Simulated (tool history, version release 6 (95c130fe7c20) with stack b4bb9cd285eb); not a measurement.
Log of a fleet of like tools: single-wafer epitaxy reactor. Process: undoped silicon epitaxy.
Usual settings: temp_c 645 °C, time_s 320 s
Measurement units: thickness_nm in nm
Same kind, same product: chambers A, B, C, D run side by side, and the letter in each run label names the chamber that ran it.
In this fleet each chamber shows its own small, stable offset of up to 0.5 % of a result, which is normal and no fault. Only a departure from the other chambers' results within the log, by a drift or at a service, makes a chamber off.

run    day  temp_c  time_s  hours since the last pyrometer calibration  read-back reference wafer on the same gauge, thickness_nm  thickness_nm
 1D  0.338     645     320                                       863.3                                                     53.101        47.921
 2C  0.604     645     320                                      1314.1                                                     53.086        48.272
 3A  0.900     645     320                                       720.9                                                     53.068        48.411
 4B  1.162     645     320                                      1196.7                                                     53.050        48.187
 5A  1.388     645     320                                       732.6                                                     53.025        48.246
 6D  1.654     645     320                                       894.9                                                     53.024        47.994
 7C  1.925     645     320                                      1345.8                                                     53.022        48.377
 8B  2.208     645     320                                      1221.8                                                     52.986        48.194
 9D  2.479     645     320                                       914.7                                                     52.980        48.026
10B  2.654     656     350                                      1232.5                                                     52.996        66.467
11A  2.917     656     350                                       769.3                                                     52.964        67.021
12C  3.121     656     350                                      1374.5                                                     52.974        67.395
13C  3.383     656     350                                      1380.8                                                     52.923        67.502
14A  3.704     645     320                                       788.2                                                     52.947        48.078
15B  4.008     631     370                                      1265.0                                                     52.914        40.853
16D  4.179     631     370                                       955.5                                                     52.947        40.434
17B  4.450     631     370                                      1275.6                                                     52.886        40.724
18A  4.725     631     370                                       812.7                                                     52.912        40.603
19C  4.929     645     345                                      1417.9                                                     52.884        51.884
20D  5.192     645     345                                       979.8                                                     52.870        51.406
21C  5.442     645     345                                      1430.2                                                     52.863        51.733
22B  5.775     645     345                                      1307.4                                                     52.838        51.757
23D  6.112     645     320                                      1001.9                                                     52.831        47.798
24A  6.317     645     320                                       850.9                                                     52.793        48.134
25D  6.650     645     320                                      1014.8                                                     52.797        47.771
26C  6.971     645     320                                      1466.9                                                     52.771        48.359
27A  7.208     645     279                                       872.3                                                     52.739        41.752
28B  7.538     645     279                                      1349.7                                                     52.746        41.875
29C  7.812     645     279                                      1487.1                                                     52.744        41.807
30D  8.012     645     279                                      1047.5                                                     52.736        41.682

For the next run the whole fleet of 4 chambers uses the same settings. Give each chamber's results:
31A  8.258     645     320                                                                                                                    ?
31B  8.258     645     320                                                                                                                    ?
31C  8.258     645     320                                                                                                                    ?
31D  8.258     645     320                                                                                                                    ?

run  thickness_nm
31A        48.025
31B        47.748
31C        47.961
31D        47.560

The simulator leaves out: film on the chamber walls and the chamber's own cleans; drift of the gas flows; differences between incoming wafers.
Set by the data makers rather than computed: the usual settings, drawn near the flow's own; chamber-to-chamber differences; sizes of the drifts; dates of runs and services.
